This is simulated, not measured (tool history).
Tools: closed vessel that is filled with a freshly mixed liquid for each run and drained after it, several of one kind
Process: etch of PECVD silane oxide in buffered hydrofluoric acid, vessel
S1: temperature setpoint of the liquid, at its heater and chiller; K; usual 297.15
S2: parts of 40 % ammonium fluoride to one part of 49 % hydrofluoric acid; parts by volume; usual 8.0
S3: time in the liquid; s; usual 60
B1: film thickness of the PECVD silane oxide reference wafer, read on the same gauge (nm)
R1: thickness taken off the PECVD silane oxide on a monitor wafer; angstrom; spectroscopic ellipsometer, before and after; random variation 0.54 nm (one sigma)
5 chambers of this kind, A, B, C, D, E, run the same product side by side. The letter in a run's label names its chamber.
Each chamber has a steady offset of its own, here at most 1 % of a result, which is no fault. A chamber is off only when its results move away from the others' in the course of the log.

{"run": "1A", "hour": 4.4, "S1": 297.15, "S2": 8.0, "S3": 60, "B1": 99.985, "R1": 1499.4}
{"run": "2D", "hour": 13.3, "S1": 297.15, "S2": 8.0, "S3": 60, "B1": 99.971, "R1": 1485.6}
{"run": "3B", "hour": 21.5, "S1": 297.15, "S2": 8.0, "S3": 60, "B1": 100.03, "R1": 1504.9}
{"run": "4C", "hour": 29.6, "S1": 297.15, "S2": 8.0, "S3": 60, "B1": 100.0, "R1": 1491.2}
{"run": "5E", "hour": 37.3, "S1": 297.15, "S2": 8.0, "S3": 60, "B1": 99.974, "R1": 1496.0}
{"run": "6B", "hour": 46.8, "S1": 297.15, "S2": 8.0, "S3": 60, "B1": 99.991, "R1": 1502.7}
{"run": "7D", "hour": 56.7, "S1": 297.15, "S2": 5.5, "S3": 95, "B1": 99.994, "R1": 3345.4}
{"run": "8A", "hour": 61.6, "S1": 297.15, "S2": 5.5, "S3": 95, "B1": 100.01, "R1": 3373.7}
{"run": "9C", "hour": 69.7, "S1": 297.15, "S2": 5.5, "S3": 95, "B1": 99.981, "R1": 3355.0}
{"run": "10E", "hour": 73.9, "S1": 297.15, "S2": 5.5, "S3": 95, "B1": 99.984, "R1": 3337.8}
{"run": "11B", "hour": 81.9, "S1": 297.15, "S2": 5.5, "S3": 95, "B1": 99.988, "R1": 3376.6}
{"run": "12D", "hour": 88.1, "S1": 297.15, "S2": 8.0, "S3": 60, "B1": 99.999, "R1": 1480.4}
{"run": "13E", "hour": 96.0, "S1": 297.15, "S2": 8.0, "S3": 60, "B1": 99.976, "R1": 1480.1}
{"run": "14C", "hour": 101.1, "S1": 300.15, "S2": 8.0, "S3": 60, "B1": 100.02, "R1": 1756.1}
{"run": "15A", "hour": 107.3, "S1": 300.15, "S2": 8.0, "S3": 60, "B1": 100.01, "R1": 1754.4}
{"run": "16E", "hour": 114.1, "S1": 300.15, "S2": 8.0, "S3": 60, "B1": 99.994, "R1": 1750.5}
{"run": "17B", "hour": 123.1, "S1": 300.15, "S2": 8.0, "S3": 60, "B1": 99.979, "R1": 1775.5}
{"run": "18A", "hour": 132.3, "S1": 300.15, "S2": 8.0, "S3": 60, "B1": 99.971, "R1": 1759.6}
{"run": "19C", "hour": 139.2, "S1": 297.15, "S2": 8.0, "S3": 60, "B1": 100.01, "R1": 1488.9}
{"run": "20D", "hour": 148.5, "S1": 297.15, "S2": 8.0, "S3": 60, "B1": 100.02, "R1": 1488.4}
{"run": "21C", "hour": 153.4, "S1": 297.15, "S2": 8.0, "S3": 60, "B1": 99.992, "R1": 1511.4}
{"hour": 157.9, "done": "chamber D: thermometer replaced"}
{"run": "22A", "hour": 160.5, "S1": 297.15, "S2": 8.0, "S3": 60, "B1": 99.991, "R1": 1501.7}
{"run": "23B", "hour": 169.7, "S1": 297.15, "S2": 8.0, "S3": 60, "B1": 99.992, "R1": 1518.6}
{"run": "24D", "hour": 175.8, "S1": 297.15, "S2": 8.0, "S3": 60, "B1": 100.02, "R1": 1484.8}
{"run": "25E", "hour": 185.6, "S1": 297.15, "S2": 8.0, "S3": 60, "B1": 99.996, "R1": 1501.6}
{"run": "26B", "hour": 192.4, "S1": 297.15, "S2": 8.0, "S3": 60, "B1": 99.983, "R1": 1529.5}
{"run": "27C", "hour": 198.3, "S1": 297.15, "S2": 8.0, "S3": 60, "B1": 100.0, "R1": 1500.7}
{"run": "28A", "hour": 204.9, "S1": 297.15, "S2": 8.0, "S3": 60, "B1": 99.978, "R1": 1502.4}
{"hour": 211.6, "done": "chamber A: hydrofluoric acid flow meter replaced"}
{"run": "29D", "hour": 214.2, "S1": 297.15, "S2": 8.0, "S3": 60, "B1": 100.01, "R1": 1481.9}
{"run": "30E", "hour": 220.4, "S1": 297.15, "S2": 8.0, "S3": 60, "B1": 100.0, "R1": 1490.9}
{"run": "31D", "hour": 229.2, "S1": 297.15, "S2": 8.0, "S3": 60, "B1": 99.995, "R1": 1495.5}
{"run": "32E", "hour": 235.7, "S1": 297.15, "S2": 8.0, "S3": 60, "B1": 99.985, "R1": 1482.4}
{"run": "33C", "hour": 244.1, "S1": 294.15, "S2": 6.0, "S3": 60, "B1": 99.972, "R1": 1676.4}
{"run": "34A", "hour": 253.0, "S1": 294.15, "S2": 6.0, "S3": 60, "B1": 99.993, "R1": 1684.5}
{"run": "35B", "hour": 258.2, "S1": 294.15, "S2": 6.0, "S3": 60, "B1": 99.981, "R1": 1695.9}
{"run": "36D", "hour": 264.7, "S1": 294.15, "S2": 6.0, "S3": 60, "B1": 99.989, "R1": 1672.7}

Is one chamber off against the others, does the gauge drift, or is nothing wrong? If a chamber is off, say which, and what the likeliest cause is.

Chamber B drifts away from the others.
Cause: hydrofluoric acid flow above the setpoint (%) = 2.42.
The log may not tell that from: liquid hotter than its thermometer reads (K).

Here are 4 candidates for chamber B's next run, each the usual settings with a change, their results left as question marks. Which one brings its results back in line with what the others give on the usual settings?
In line means no further than this from the other chambers' mean on the usual settings: R1 19.0 angstrom
{"run": "37B-1", "hour": 271.7, "S1": 298.15, "S2": 8.0, "S3": 60, "R1": "?"}
{"run": "37B-2", "hour": 271.7, "S1": 296.15, "S2": 8.0, "S3": 60, "R1": "?"}
{"run": "37B-3", "hour": 271.7, "S1": 297.65, "S2": 8.0, "S3": 60, "R1": "?"}
{"run": "37B-4", "hour": 271.7, "S1": 296.65, "S2": 8.0, "S3": 60, "R1": "?"}

The other chambers' mean on the usual settings: R1 1493.2 angstrom
run=37B-1 R1=1626.5
run=37B-2 R1=1459.4
run=37B-3 R1=1583.0
run=37B-4 R1=1499.9
37B-4 brings the chamber back in line.
